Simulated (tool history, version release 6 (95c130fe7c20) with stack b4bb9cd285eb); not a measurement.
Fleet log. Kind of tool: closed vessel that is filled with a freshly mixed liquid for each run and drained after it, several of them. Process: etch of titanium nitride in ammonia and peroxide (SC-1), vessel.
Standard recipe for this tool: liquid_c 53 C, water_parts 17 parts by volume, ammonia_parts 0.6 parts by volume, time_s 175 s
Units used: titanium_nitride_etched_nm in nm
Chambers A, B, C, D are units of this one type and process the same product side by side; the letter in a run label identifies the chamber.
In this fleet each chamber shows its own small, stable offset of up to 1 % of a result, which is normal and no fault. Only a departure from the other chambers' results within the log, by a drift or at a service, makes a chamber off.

run	hour	liquid_c	water_parts	ammonia_parts	time_s	read-back film thickness of the titanium nitride reference wafer, read on the same gauge (nm)	titanium_nitride_etched_nm
1A	3.5	53	17	0.6	175	29.973	5.6825
2D	8.3	53	17	0.6	175	29.987	5.6654
3B	13.1	53	17	0.6	175	30.044	5.7537
4C	17.4	53	17	0.6	175	30.078	5.6709
5D	20.6	53	17	0.6	175	30.005	5.664
6B	23.5	53	17	0.6	175	29.991	5.7048
7A	26.4	53	17	0.6	175	29.986	5.6728
8C	30	53	17	0.6	175	29.973	5.6918
9C	32.7	53	17	0.6	175	29.984	5.7079
10B	36.8	53	17	0.6	175	29.956	5.6342
11D	39	53	17	0.6	175	29.924	5.6443
12A	42.1	53	17	0.6	175	29.987	5.6137
13B	45.6	53	17	0.6	175	29.981	5.6
14A	49.3	53	17	0.6	175	30	5.6481
15C	53	53	17	0.6	175	30.044	5.7293
16D	57.7	60	11	0.6	175	29.982	11.402
17D	62.6	60	11	0.6	175	30.012	11.384
18B	67.4	60	11	0.6	175	29.975	11.224
19C	69.6	60	11	0.6	175	30.018	11.395
20A	74.2	53	17	0.6	175	29.992	5.5836
21D	77.4	53	17	0.6	175	29.958	5.6058
22A	80.8	53	17	0.6	175	30.016	5.7046
23B	84.1	53	17	0.6	175	29.952	5.5199
24C	88.2	53	17	0.6	175	29.962	5.7162
25D	92.4	53	17	0.6	175	29.963	5.6494
26C	95.5	53	17	0.6	175	29.98	5.6692
27B	98.8	53	17	0.6	175	30.012	5.3935
28A	101.2	53	17	0.8	175	29.965	5.8827

Next, all 4 chambers run the settings below, one line each with question marks for the results. What does each chamber give?
29A	104.8	58	17	0.6	175		?
29B	104.8	58	17	0.6	175		?
29C	104.8	58	17	0.6	175		?
29D	104.8	58	17	0.6	175		?

run	titanium_nitride_etched_nm
29A	7.955
29B	7.5851
29C	7.9935
29D	7.9798
